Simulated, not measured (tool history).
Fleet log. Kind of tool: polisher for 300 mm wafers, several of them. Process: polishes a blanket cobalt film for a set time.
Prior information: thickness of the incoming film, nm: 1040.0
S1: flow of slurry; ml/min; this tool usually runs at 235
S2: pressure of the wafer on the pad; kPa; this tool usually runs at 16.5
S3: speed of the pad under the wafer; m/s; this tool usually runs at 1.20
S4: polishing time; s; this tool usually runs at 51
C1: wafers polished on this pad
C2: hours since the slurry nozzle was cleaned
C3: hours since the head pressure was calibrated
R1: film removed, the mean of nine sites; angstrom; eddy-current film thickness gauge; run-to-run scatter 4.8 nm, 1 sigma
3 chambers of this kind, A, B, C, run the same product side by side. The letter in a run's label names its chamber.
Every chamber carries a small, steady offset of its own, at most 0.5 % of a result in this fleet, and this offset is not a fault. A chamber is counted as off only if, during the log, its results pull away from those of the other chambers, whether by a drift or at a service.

Run 1A, day 0.258: usual settings; C1 868; C2 82.6; C3 116.9. Result: R1 3185.7 angstrom.
At day 0.742: chamber A: worn pad replaced by a new one.
Run 2B, day 0.821: usual settings; C1 1098; C2 181.8; C3 72.7. Result: R1 3301.4 angstrom.
Run 3C, day 1.288: usual settings; C1 635; C2 449.0; C3 581.6. Result: R1 3246.4 angstrom.
At day 1.746: chamber B: worn pad replaced by a new one.
Run 4C, day 1.812: usual settings; C1 838; C2 461.6; C3 594.2. Result: R1 3279.9 angstrom.
Run 5A, day 2.212: usual settings; C1 568; C2 129.5; C3 163.8. Result: R1 3243.3 angstrom.
Run 6B, day 2.746: usual settings; C1 386; C2 228.0; C3 118.9. Result: R1 3176.2 angstrom.
At day 2.775: chamber C: worn pad replaced by a new one.
Run 7B, day 3.058: usual settings; C1 507; C2 235.5; C3 126.4. Result: R1 3348.5 angstrom.
At day 3.246: chamber A: worn pad replaced by a new one.
Run 8C, day 3.342: usual settings; C1 219; C2 498.3; C3 630.9. Result: R1 3225.7 angstrom.
Run 9A, day 3.912: usual settings; C1 258; C2 170.3; C3 204.6. Result: R1 3192.3 angstrom.
Run 10B, day 4.229: usual settings; C1 959; C2 263.6; C3 154.5. Result: R1 3151.4 angstrom.
Run 11C, day 4.817: usual settings; C1 788; C2 533.7; C3 666.3. Result: R1 3180.3 angstrom.
Run 12A, day 5.233: usual settings; C1 768; C2 202.0; C3 236.3. Result: R1 3182.7 angstrom.
Run 13C, day 5.617: usual settings; C1 1097; C2 552.9; C3 685.5. Result: R1 3155.8 angstrom.
At day 5.721: chamber A: worn pad replaced by a new one.
At day 5.721: chamber C: worn pad replaced by a new one.
At day 5.750: chamber B: worn pad replaced by a new one.
Run 14A, day 6.108: usual settings but S4 37 s; C1 150; C2 223.0; C3 257.3. Result: R1 2427.4 angstrom.
Run 15B, day 6.692: usual settings but S4 37 s; C1 363; C2 322.7; C3 213.6. Result: R1 2316.6 angstrom.
Run 16B, day 7.154: usual settings but S4 37 s; C1 542; C2 333.8; C3 224.7. Result: R1 2295.0 angstrom.
Run 17A, day 7.692: usual settings; C1 761; C2 261.0; C3 295.3. Result: R1 3332.0 angstrom.
Run 18C, day 8.004: usual settings; C1 883; C2 610.2; C3 742.8. Result: R1 3219.1 angstrom.
At day 8.342: chamber C: worn pad replaced by a new one.
Run 19A, day 8.408: usual settings; C1 1038; C2 278.2; C3 312.5. Result: R1 3339.9 angstrom.
At day 8.642: chamber A: worn pad replaced by a new one.
At day 8.783: chamber C: head pressure recalibrated.
Run 20C, day 8.788: usual settings; C1 173; C2 629.0; C3 0.1. Result: R1 3198.7 angstrom.
Run 21B, day 9.279: usual settings but S2 20.0 kPa, S3 0.80 m/s; C1 1363; C2 384.8; C3 275.7. Result: R1 2535.9 angstrom.
Run 22B, day 9.575: usual settings but S2 20.0 kPa, S3 0.80 m/s; C1 1477; C2 391.9; C3 282.8. Result: R1 2681.2 angstrom.
At day 9.788: chamber B: worn pad replaced by a new one.
Run 23C, day 9.862: usual settings but S2 20.0 kPa, S3 0.80 m/s; C1 588; C2 654.8; C3 25.9. Result: R1 2560.0 angstrom.
At day 10.067: chamber B: head pressure recalibrated.
Run 24A, day 10.129: usual settings; C1 575; C2 319.5; C3 353.8. Result: R1 3214.8 angstrom.
Run 25C, day 10.408: usual settings; C1 799; C2 667.9; C3 39.0. Result: R1 3241.9 angstrom.
At day 10.821: chamber A: worn pad replaced by a new one.
Run 26A, day 10.888: usual settings; C1 26; C2 337.7; C3 372.0. Result: R1 3155.3 angstrom.
At day 11.017: chamber C: worn pad replaced by a new one.
Run 27B, day 11.404: usual settings; C1 624; C2 435.8; C3 32.2. Result: R1 3334.2 angstrom.
At day 11.721: chamber A: head pressure recalibrated.
Run 28B, day 11.929: usual settings; C1 827; C2 448.4; C3 44.8. Result: R1 3173.1 angstrom.
Run 29A, day 12.279: usual settings; C1 564; C2 371.1; C3 13.4. Result: R1 3189.4 angstrom.
Run 30C, day 12.767: usual settings; C1 676; C2 724.5; C3 95.6. Result: R1 3225.8 angstrom.

Next, all 3 chambers run the settings below, one line each with question marks for the results. What does each chamber give?
Run 31A, day 13.183: usual settings but S3 1.04 m/s. Result: R1 ?.
Run 31B, day 13.183: usual settings but S3 1.04 m/s. Result: R1 ?.
Run 31C, day 13.183: usual settings but S3 1.04 m/s. Result: R1 ?.

run      R1
31A  2823.6
31B  2768.2
31C  2748.2
